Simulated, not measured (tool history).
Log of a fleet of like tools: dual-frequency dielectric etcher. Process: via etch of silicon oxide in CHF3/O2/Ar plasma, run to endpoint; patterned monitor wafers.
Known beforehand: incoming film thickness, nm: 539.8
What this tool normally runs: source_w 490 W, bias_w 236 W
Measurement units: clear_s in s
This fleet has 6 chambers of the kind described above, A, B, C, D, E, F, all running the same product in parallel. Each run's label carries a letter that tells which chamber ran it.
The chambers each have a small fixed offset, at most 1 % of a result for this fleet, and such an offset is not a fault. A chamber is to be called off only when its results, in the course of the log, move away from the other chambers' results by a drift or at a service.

| run | hour | source_w | bias_w | clear_s |
|---|---|---|---|---|
| 1E | 3.3 | 490 | 236 | 268.76 |
| 2B | 9.3 | 490 | 236 | 268.30 |
| 3F | 15.3 | 490 | 236 | 268.61 |
|  | 17.1 | chamber E: wet clean of the chamber |
| 4D | 18.9 | 490 | 236 | 269.67 |
| 5C | 24.3 | 490 | 236 | 268.92 |
| 6A | 31.1 | 490 | 236 | 268.15 |
| 7A | 35.4 | 490 | 236 | 267.51 |
| 8E | 39.7 | 550 | 236 | 256.72 |
| 9F | 45.6 | 550 | 236 | 257.76 |
| 10C | 50.7 | 550 | 236 | 257.27 |
| 11B | 55.2 | 550 | 236 | 257.76 |
| 12D | 58.5 | 550 | 236 | 257.87 |
| 13D | 63.9 | 550 | 236 | 258.17 |
| 14C | 67.3 | 490 | 279 | 251.09 |
| 15B | 70.9 | 490 | 279 | 253.48 |
| 16A | 77.6 | 490 | 279 | 254.50 |
| 17E | 83.8 | 490 | 279 | 250.56 |
| 18F | 89.4 | 490 | 279 | 253.40 |
| 19E | 94.5 | 490 | 279 | 252.37 |
| 20A | 99.8 | 490 | 236 | 272.79 |
| 21F | 103.4 | 490 | 236 | 266.95 |
| 22C | 108.4 | 490 | 236 | 268.08 |
| 23D | 115.1 | 490 | 236 | 270.58 |
| 24B | 118.4 | 400 | 236 | 290.46 |
| 25D | 123.9 | 400 | 236 | 291.43 |
| 26A | 128.8 | 400 | 236 | 295.86 |
| 27B | 132.3 | 400 | 236 | 289.71 |
| 28E | 139.2 | 400 | 236 | 289.10 |
| 29C | 143.5 | 400 | 236 | 288.46 |
| 30F | 149.3 | 490 | 236 | 268.97 |
|  | 151.3 | chamber C: wet clean of the chamber |
| 31C | 155.9 | 490 | 236 | 268.10 |
| 32D | 161.1 | 490 | 236 | 269.36 |
| 33A | 165.1 | 410 | 236 | 295.20 |
| 34B | 170.8 | 410 | 236 | 285.95 |
| 35E | 174.9 | 410 | 236 | 286.01 |
|  | 176.4 | chamber F: wet clean of the chamber |
|  | 177.2 | chamber D: wet clean of the chamber |
| 36F | 178.9 | 410 | 236 | 286.63 |
| 37D | 182.2 | 410 | 236 | 287.77 |
| 38E | 187.6 | 410 | 236 | 285.33 |
| 39F | 192.0 | 490 | 236 | 269.73 |
| 40B | 196.0 | 490 | 236 | 270.68 |
| 41A | 200.2 | 490 | 236 | 278.36 |
| 42C | 206.9 | 490 | 236 | 266.59 |

For the next run the whole fleet of 6 chambers uses the same settings. Give each chamber's results:
| 43A | 211.9 | 580 | 236 | ? |
| 43B | 211.9 | 580 | 236 | ? |
| 43C | 211.9 | 580 | 236 | ? |
| 43D | 211.9 | 580 | 236 | ? |
| 43E | 211.9 | 580 | 236 | ? |
| 43F | 211.9 | 580 | 236 | ? |

| run | clear_s |
|---|---|
| 43A | 262.71 |
| 43B | 252.78 |
| 43C | 250.89 |
| 43D | 250.95 |
| 43E | 249.56 |
| 43F | 252.36 |

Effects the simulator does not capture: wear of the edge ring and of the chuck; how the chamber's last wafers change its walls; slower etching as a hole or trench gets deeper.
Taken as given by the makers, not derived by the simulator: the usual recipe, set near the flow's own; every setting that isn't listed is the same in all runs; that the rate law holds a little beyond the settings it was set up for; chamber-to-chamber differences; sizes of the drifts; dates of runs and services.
